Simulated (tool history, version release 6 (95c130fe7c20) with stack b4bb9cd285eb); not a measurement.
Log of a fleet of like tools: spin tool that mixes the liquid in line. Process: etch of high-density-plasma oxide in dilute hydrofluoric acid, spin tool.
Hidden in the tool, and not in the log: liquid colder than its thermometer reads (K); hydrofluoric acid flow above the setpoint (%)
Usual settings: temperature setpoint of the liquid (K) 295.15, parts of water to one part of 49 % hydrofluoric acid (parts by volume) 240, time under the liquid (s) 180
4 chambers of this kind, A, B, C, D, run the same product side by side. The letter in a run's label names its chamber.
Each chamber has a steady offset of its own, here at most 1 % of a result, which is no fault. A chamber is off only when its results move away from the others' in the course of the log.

run     day  temperature setpoint of the liquid (K)  parts of water to one part of 49 % hydrofluoric acid (parts by volume)  time under the liquid (s)  hours since the thermometer was replaced  hours since the hydrofluoric acid flow meter was replaced  read-back film thickness of the high-density-plasma oxide reference wafer, read on the same gauge (nm)  thickness taken off the high-density-plasma oxide on a monitor wafer (angstrom)
 1C   0.229                                  295.15                                                                     240                        180                                    1086.5                                                      820.6                                                                                                  49.993                                                                           31.588
 2B   0.533                                  295.15                                                                     240                        180                                     898.7                                                     1037.2                                                                                                  49.997                                                                           32.095
 3A   0.904                                  295.15                                                                     240                        180                                     137.1                                                        111                                                                                                  50.007                                                                           31.822
 4D     1.3                                  295.15                                                                     240                        180                                     573.6                                                     2042.3                                                                                                  50.003                                                                            31.89
 5C   1.608                                  295.15                                                                     240                        180                                    1119.6                                                      853.7                                                                                                   50.02                                                                           32.048
 6A   1.854                                  295.15                                                                     240                        180                                     159.9                                                      133.8                                                                                                  49.992                                                                           31.575
 7D    2.25                                  295.15                                                                     240                        215                                     596.4                                                     2065.1                                                                                                  50.007                                                                           38.007
 8B   2.492                                  295.15                                                                     240                        215                                     945.7                                                     1084.2                                                                                                  49.985                                                                           38.543
 9A   2.771                                  295.15                                                                     240                        215                                     181.9                                                      155.8                                                                                                  50.047                                                                           37.628
10C   3.125                                  295.15                                                                     240                        215                                      1156                                                      890.1                                                                                                  50.029                                                                           37.781
11D   3.358                                  295.15                                                                     240                        180                                       623                                                     2091.7                                                                                                  49.962                                                                           31.728
12B   3.725                                  295.15                                                                     240                        180                                     975.3                                                     1113.8                                                                                                  49.977                                                                           31.629
13A   3.958                                  295.15                                                                     240                        180                                     210.4                                                      184.3                                                                                                  50.001                                                                           32.217
14B   4.262                                  295.15                                                                     240                        180                                     988.2                                                     1126.7                                                                                                  49.979                                                                           31.997
15C   4.646                                  295.15                                                                     240                        180                                    1192.5                                                      926.6                                                                                                  50.018                                                                           31.606
16D   5.004                                  293.15                                                                     240                        180                                     662.5                                                     2131.2                                                                                                  49.994                                                                            29.18
17B   5.283                                  293.15                                                                     240                        180                                    1012.7                                                     1151.2                                                                                                  50.036                                                                            29.42
18D   5.521                                  293.15                                                                     240                        180                                     674.9                                                     2143.6                                                                                                  50.002                                                                           29.547
19A    5.75                                  293.15                                                                     240                        180                                     253.4                                                      227.3                                                                                                  49.951                                                                           29.134
20C       6                                  295.15                                                                     240                        180                                      1225                                                      959.1                                                                                                  49.997                                                                           31.599
21A   6.192                                  295.15                                                                     240                        180                                       264                                                      237.9                                                                                                  49.995                                                                           31.271
22C   6.392                                  295.15                                                                     240                        180                                    1234.4                                                      968.5                                                                                                  49.989                                                                           31.321
23B   6.588                                  295.15                                                                     240                        180                                      1044                                                     1182.5                                                                                                  49.994                                                                           31.881
24D   6.825                                  295.15                                                                     240                        180                                     706.2                                                     2174.9                                                                                                   49.99                                                                           31.014
25A   7.221                                  295.15                                                                     240                        260                                     288.7                                                      262.6                                                                                                  49.982                                                                            46.36
26B   7.442                                  295.15                                                                     240                        260                                    1064.5                                                       1203                                                                                                   49.99                                                                           45.889
27C   7.742                                  295.15                                                                     240                        260                                    1266.8                                                     1000.9                                                                                                  49.991                                                                           45.625
28D   8.108                                  295.15                                                                     240                        260                                       737                                                     2205.7                                                                                                  49.987                                                                           45.872
29C   8.383                                  295.15                                                                     240                        180                                    1282.2                                                     1016.3                                                                                                  49.979                                                                           31.595
30A   8.762                                  295.15                                                                     240                        180                                     325.7                                                      299.6                                                                                                  49.984                                                                           31.895
31D   8.954                                  295.15                                                                     275                        180                                     757.3                                                       2226                                                                                                  49.954                                                                           26.561
32B   9.292                                  295.15                                                                     275                        180                                    1108.9                                                     1247.4                                                                                                  49.998                                                                           27.516
33B   9.688                                  295.15                                                                     275                        180                                    1118.4                                                     1256.9                                                                                                  50.012                                                                           27.189
34C  10.046                                  295.15                                                                     275                        180                                    1322.1                                                     1056.2                                                                                                  50.021                                                                           26.982
35A  10.421                                  295.15                                                                     240                        180                                     365.5                                                      339.4                                                                                                  50.003                                                                           31.785
36D  10.654                                  295.15                                                                     240                        180                                     798.1                                                     2266.8                                                                                                  49.995                                                                           31.928
37D  10.904                                  295.15                                                                     240                        260                                     804.1                                                     2272.8                                                                                                   50.01                                                                           45.492
38C  11.158                                  295.15                                                                     240                        260                                    1348.8                                                     1082.9                                                                                                  49.986                                                                           45.469

Next, every chamber runs the same settings. What will each give?
39A  11.442                                  295.15                                                                     240                         95                                                                                                                                                                                                                                                                                             ?
39B  11.442                                  295.15                                                                     240                         95                                                                                                                                                                                                                                                                                             ?
39C  11.442                                  295.15                                                                     240                         95                                                                                                                                                                                                                                                                                             ?
39D  11.442                                  295.15                                                                     240                         95                                                                                                                                                                                                                                                                                             ?

run  thickness taken off the high-density-plasma oxide on a monitor wafer (angstrom)
39A                                                                            16.75
39B                                                                           16.539
39C                                                                           16.807
39D                                                                           17.027

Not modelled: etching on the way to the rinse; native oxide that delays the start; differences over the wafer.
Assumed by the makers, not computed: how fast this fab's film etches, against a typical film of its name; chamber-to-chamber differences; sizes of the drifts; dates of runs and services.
